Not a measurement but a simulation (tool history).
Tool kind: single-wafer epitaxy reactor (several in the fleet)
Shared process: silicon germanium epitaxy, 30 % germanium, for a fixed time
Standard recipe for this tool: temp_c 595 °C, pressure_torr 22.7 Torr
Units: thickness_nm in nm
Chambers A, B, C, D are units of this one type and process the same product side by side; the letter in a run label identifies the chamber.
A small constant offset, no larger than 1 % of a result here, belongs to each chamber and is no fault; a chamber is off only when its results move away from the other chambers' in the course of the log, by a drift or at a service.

run	day	temp_c	pressure_torr	hours since the last pyrometer calibration	hours since the last manometer calibration	read-back reference wafer on the same gauge, thickness_nm	thickness_nm
1C	0.196	595	22.7	535.5	836.5	64.536	56.467
2A	0.421	595	22.7	927.7	706.8	64.535	56.841
3D	0.604	595	22.7	1214.7	355.5	64.482	56.685
4B	0.858	595	22.7	1153.4	665.8	64.37	57.085
5C	0.979	595	22.7	554.3	855.3	64.514	57.648
6D	1.229	595	22.7	1229.7	370.5	64.489	56.144
7A	1.367	604	18	950.4	729.5	64.504	61.379
8B	1.554	604	18	1170.1	682.5	64.506	60.724
# day 1.712: chamber B: pyrometer calibrated
9B	1.725	604	18	0.3	686.6	64.513	63.708
10C	1.9	604	18	576.4	877.4	64.497	61.72
11D	2.112	595	22.7	1250.9	391.7	64.513	56.707
12A	2.238	595	22.7	971.3	750.4	64.398	57.169
13D	2.475	595	22.7	1259.6	400.4	64.588	56.667
14B	2.696	595	22.7	23.6	709.9	64.617	59.55
15A	2.817	595	22.7	985.2	764.3	64.454	56.986
16C	2.967	595	22.7	602	903	64.515	56.957
17C	3.167	595	22.7	606.8	907.8	64.557	57.753
18A	3.342	602	22.7	997.8	776.9	64.544	64.475
19B	3.454	602	22.7	41.8	728.1	64.468	67.664
20D	3.562	602	22.7	1285.7	426.5	64.529	64.531
21B	3.75	602	22.7	48.9	735.2	64.5	67.245
22A	3.946	595	22.7	1012.3	791.4	64.572	56.623
23D	4.125	595	22.7	1299.2	440	64.477	56.567
24C	4.3	595	22.7	634	935	64.413	56.822
25C	4.488	595	22.7	638.5	939.5	64.543	56.86
26D	4.6	595	22.7	1310.6	451.4	64.443	56.353
27B	4.829	595	22.7	74.8	761.1	64.455	60.18
28A	4.988	595	22.7	1037.3	816.4	64.553	56.185

Each of the 4 chambers runs these same settings next. Fill in every chamber's results:
29A	5.171	595	22.7				?
29B	5.171	595	22.7				?
29C	5.171	595	22.7				?
29D	5.171	595	22.7				?

run	thickness_nm
29A	57.029
29B	59.481
29C	56.87
29D	56.995
